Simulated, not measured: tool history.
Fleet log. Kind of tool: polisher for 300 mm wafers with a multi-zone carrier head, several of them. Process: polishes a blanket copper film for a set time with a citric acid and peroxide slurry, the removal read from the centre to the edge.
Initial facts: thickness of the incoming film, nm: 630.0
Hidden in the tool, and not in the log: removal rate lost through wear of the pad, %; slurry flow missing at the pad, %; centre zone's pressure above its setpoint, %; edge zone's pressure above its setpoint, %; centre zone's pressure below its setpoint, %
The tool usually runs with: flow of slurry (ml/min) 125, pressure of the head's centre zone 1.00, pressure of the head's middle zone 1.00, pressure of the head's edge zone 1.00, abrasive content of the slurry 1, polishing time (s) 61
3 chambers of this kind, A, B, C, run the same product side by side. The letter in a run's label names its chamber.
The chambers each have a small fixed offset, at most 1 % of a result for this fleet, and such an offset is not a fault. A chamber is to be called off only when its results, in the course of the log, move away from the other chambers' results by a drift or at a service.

run	hour	flow of slurry (ml/min)	pressure of the head's centre zone	pressure of the head's middle zone	pressure of the head's edge zone	abrasive content of the slurry	polishing time (s)	wafers polished on this pad	hours since the slurry nozzle was cleaned	hours since the centre zone pressure was calibrated	hours since the edge zone pressure was calibrated	film removed at the wafer's centre (Å)	film removed at mid-radius (Å)	film removed at the wafer's edge (Å)
1A	12.7	125	1.00	1.00	1.00	1	61	400	362.8	487.7	337.0	909.80	910.87	928.28
# hour 13.5: chamber C: slurry nozzle cleaned
2B	21.3	125	1.00	1.00	1.00	1	61	620	257.6	680.0	237.1	930.95	925.55	913.31
3C	27.3	125	1.00	1.00	1.00	1	61	400	13.8	763.0	846.4	910.56	922.33	914.26
4C	37.7	125	1.00	1.00	1.00	1	61	526	24.2	773.4	856.8	926.24	914.88	914.69
5B	45.9	125	1.00	1.06	1.00	1	61	918	282.2	704.6	261.7	926.17	967.73	916.15
6A	52.1	125	1.00	1.06	1.00	1	61	878	402.2	527.1	376.4	911.93	958.98	914.09
# hour 55.3: chamber B: worn pad replaced by a new one
7B	58.6	125	1.00	1.06	1.00	1	61	40	294.9	717.3	274.4	918.59	983.10	908.40
# hour 65.3: chamber A: worn pad replaced by a new one
8C	67.4	125	1.00	1.00	1.00	1	61	886	53.9	803.1	886.5	926.57	921.99	917.66
9A	73.4	125	1.07	1.04	1.00	1	61	98	423.5	548.4	397.7	998.44	937.75	903.15
# hour 79.4: chamber C: worn pad replaced by a new one
10C	80.8	125	1.07	1.04	1.00	1	61	17	67.3	816.5	899.9	972.67	956.15	926.24
11A	92.8	125	1.07	1.04	1.00	1	61	333	442.9	567.8	417.1	987.05	942.86	918.40
# hour 100.5: chamber B: slurry nozzle cleaned
12B	101.6	125	1.00	1.00	1.00	1	61	561	1.2	760.3	317.4	915.18	913.79	918.74
13A	108.2	125	1.00	1.00	1.00	1	61	520	458.3	583.2	432.5	924.91	914.62	892.18
14B	116.8	100	1.05	1.00	1.00	1	61	745	16.4	775.5	332.6	911.38	883.59	876.55
15C	124.6	100	1.05	1.00	1.00	1	61	548	111.1	860.3	943.7	931.59	870.52	890.44
# hour 129.4: chamber B: worn pad replaced by a new one
16A	135.5	100	1.05	1.00	1.00	1	61	851	485.6	610.5	459.8	920.85	859.50	879.77
17B	148.7	125	1.00	1.00	1.00	1	61	234	48.3	807.4	364.5	918.82	922.19	917.15
# hour 162.1: chamber A: worn pad replaced by a new one
18C	162.1	125	1.00	1.00	1.00	1	61	1003	148.6	897.8	981.2	916.48	918.28	918.14
# hour 165.3: chamber A: edge zone pressure recalibrated
19C	175.3	125	1.00	1.00	1.00	1	61	1163	161.8	911.0	994.4	926.33	917.75	910.43
20A	184.2	125	1.00	1.00	1.00	1	61	267	534.3	659.2	18.9	912.38	914.03	912.61
# hour 185.2: chamber C: worn pad replaced by a new one
# hour 188.4: chamber A: slurry nozzle cleaned
21B	194.9	125	1.00	1.00	1.00	1	61	794	94.5	853.6	410.7	917.70	929.09	920.61
22C	208.5	125	1.00	1.00	1.00	1	61	283	195.0	944.2	1027.6	925.15	912.78	916.31
# hour 213.9: chamber B: worn pad replaced by a new one
# hour 214.7: chamber B: centre zone pressure recalibrated
23A	219.0	125	1.00	1.00	1.00	1	61	689	30.6	694.0	53.7	915.46	922.25	912.77
24B	226.6	125	1.00	1.00	1.00	1	61	154	126.2	12.0	442.4	991.92	914.44	932.49
25C	239.4	125	1.00	1.00	0.89	1	61	658	225.9	975.1	1058.5	927.85	909.81	853.76
# hour 239.9: chamber A: worn pad replaced by a new one
26A	251.0	125	1.00	1.00	0.89	1	61	135	62.6	726.0	85.7	918.23	915.78	860.21
# hour 252.4: chamber C: centre zone pressure recalibrated
27B	259.7	125	1.00	1.00	0.89	1	61	555	159.3	45.1	475.5	986.55	922.22	859.50
28C	269.1	125	1.00	1.00	1.00	1	61	1018	255.6	16.7	1088.2	920.37	914.24	928.34
# hour 272.5: chamber C: worn pad replaced by a new one
29B	275.5	125	1.00	1.00	1.00	1	61	746	175.1	60.9	491.3	976.76	927.62	920.52
# hour 287.9: chamber B: worn pad replaced by a new one
30A	289.0	125	1.00	1.00	1.00	1	61	596	100.6	764.0	123.7	914.96	917.71	898.55
31B	297.3	125	1.00	1.00	1.00	1	61	114	196.9	82.7	513.1	966.67	914.11	921.00
32C	304.6	125	1.00	1.00	1.00	1	61	390	291.1	52.2	1123.7	910.62	934.92	922.33
33A	313.6	125	1.00	1.00	1.00	1	61	894	125.2	788.6	148.3	905.32	899.20	913.36
34C	326.6	125	1.00	1.00	1.00	1	61	657	313.1	74.2	1145.7	912.53	917.53	906.16
# hour 329.2: chamber C: edge zone pressure recalibrated
35B	334.2	125	1.00	1.00	1.00	1	61	561	233.8	119.6	550.0	982.64	929.51	927.10
# hour 340.0: chamber A: worn pad replaced by a new one
36A	347.8	125	1.00	1.00	1.00	1	61	94	159.4	822.8	182.5	922.18	912.90	909.91
37C	359.1	125	1.00	1.00	1.00	1	61	1051	345.6	106.7	29.9	914.31	912.98	923.70
# hour 363.2: chamber B: worn pad replaced by a new one
38B	371.5	125	1.00	1.00	1.00	1	61	101	271.1	156.9	587.3	970.99	926.68	917.35
# hour 377.3: chamber C: worn pad replaced by a new one
39A	383.4	125	1.00	1.00	1.00	1	61	526	195.0	858.4	218.1	928.32	902.49	918.48
40C	392.7	125	1.00	1.00	1.00	1	61	187	379.2	140.3	63.5	925.15	914.84	923.40

All chambers now run identical settings, listed one chamber a line with results as question marks. What results will each chamber show?
41A	402.6	125	1.00	1.00	1.00	1	61					?	?	?
41B	402.6	125	1.00	1.00	1.00	1	61					?	?	?
41C	402.6	125	1.00	1.00	1.00	1	61					?	?	?

run	film removed at the wafer's centre (Å)	film removed at mid-radius (Å)	film removed at the wafer's edge (Å)
41A	916.91	912.58	902.67
41B	977.15	912.01	919.84
41C	916.15	918.20	933.77
